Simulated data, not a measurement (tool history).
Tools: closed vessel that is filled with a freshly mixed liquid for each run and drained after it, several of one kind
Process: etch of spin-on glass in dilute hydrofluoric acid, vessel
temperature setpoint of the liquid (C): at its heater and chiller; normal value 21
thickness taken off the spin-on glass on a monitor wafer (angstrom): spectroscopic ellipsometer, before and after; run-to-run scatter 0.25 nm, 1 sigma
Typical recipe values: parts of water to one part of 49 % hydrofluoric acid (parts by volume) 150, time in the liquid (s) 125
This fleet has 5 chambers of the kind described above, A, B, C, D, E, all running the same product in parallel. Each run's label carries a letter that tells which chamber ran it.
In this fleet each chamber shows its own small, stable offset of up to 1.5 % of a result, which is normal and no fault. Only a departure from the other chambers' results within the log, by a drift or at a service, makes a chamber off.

run,day,temperature setpoint of the liquid (C),parts of water to one part of 49 % hydrofluoric acid (parts by volume),time in the liquid (s),"read-back film thickness of the spin-on glass reference wafer, read on the same gauge (nm)",thickness taken off the spin-on glass on a monitor wafer (angstrom)
1B,0.396,21,150,125,70.022,430.09
2C,0.679,21,150,125,70.004,429.54
3E,1.254,21,150,125,70.01,433.14
# day 1.521: chamber C: thermometer replaced
4A,1.671,21,150,125,69.973,437.07
5D,2.1,21,150,125,69.986,429.7
6C,2.45,21,150,125,70.008,434.07
7A,2.808,21,150,125,70.007,438.5
8D,3.162,21,150,125,70.023,434.21
9E,3.692,21,150,125,70.027,433.39
10B,4.188,21,150,125,70.022,434.2
11A,4.75,21,150,125,69.965,435.47
12E,5.204,21,150,125,69.963,431.13
13D,5.608,21,150,125,69.942,433.84
14C,5.912,21,150,125,69.99,428.62
15B,6.208,21,150,125,70.011,431.7
16C,6.871,21,150,125,70.023,433.61
# day 7.025: chamber A: thermometer replaced
17A,7.238,21,150,125,69.986,441.6
18D,7.583,21,150,125,69.985,427.5
19E,7.892,21,150,125,69.982,433.03
20B,8.204,21,150,125,70.016,421.69
# day 8.346: chamber E: hydrofluoric acid flow meter replaced
21E,8.683,21,150,125,69.956,430.4
22D,9.262,21,150,175,70.026,602.55
23A,9.558,21,150,175,70.019,608.56
24B,9.912,21,150,175,69.97,588.91
25C,10.2,21,150,175,70.031,607.46
26A,10.604,21,150,175,69.999,606.06
27E,11.079,21,150,125,69.987,436.2
28B,11.546,21,150,125,70.025,419.1
29C,12.117,21,150,125,69.978,436.36
# day 12.388: chamber A: hydrofluoric acid flow meter replaced
30D,12.467,21,150,125,69.989,429.92
31C,12.862,21,150,125,70.01,434.73
32B,13.254,21,150,125,70.001,408.94
33A,13.842,21,150,125,70.035,437.8
34E,14.346,21,150,125,70.025,436.83
35D,14.712,21,150,125,70.041,431.31
36C,15.046,21,150,125,70.031,435.15
37A,15.692,21,150,125,70.006,436.04

Decide between three cases: one chamber stands off from its peers, the gauge reading all wafers drifts, or nothing is wrong past each chamber's small offset. Where a chamber is off, say which and what most likely put it there.

One chamber, B, drifts off from the rest bit by bit.
Likeliest cause: hydrofluoric acid flow below the setpoint (%) = 5.31.
The log may not separate it from: liquid colder than its thermometer reads (K).

Below are 4 candidate recipes for chamber B's next run, each the usual settings with a change, their results shown as question marks. Which of them brings B's results back in line with what the other chambers give on the usual settings?
To be in line, a result may differ from the other chambers' mean on the usual settings by at most: thickness taken off the spin-on glass on a monitor wafer (angstrom) 8.8
38B-1,16.167,19.5,150,125,,?
38B-2,16.167,21.5,150,140,,?
38B-3,16.167,20.5,165,125,,?
38B-4,16.167,22.5,150,125,,?

Other chambers, usual settings, mean: thickness taken off the spin-on glass on a monitor wafer (angstrom) 434.02
run,thickness taken off the spin-on glass on a monitor wafer (angstrom)
38B-1,384.26
38B-2,466.03
38B-3,357.85
38B-4,432.73
The right change is 38B-4: it brings the chamber back within the allowed miss of the others.
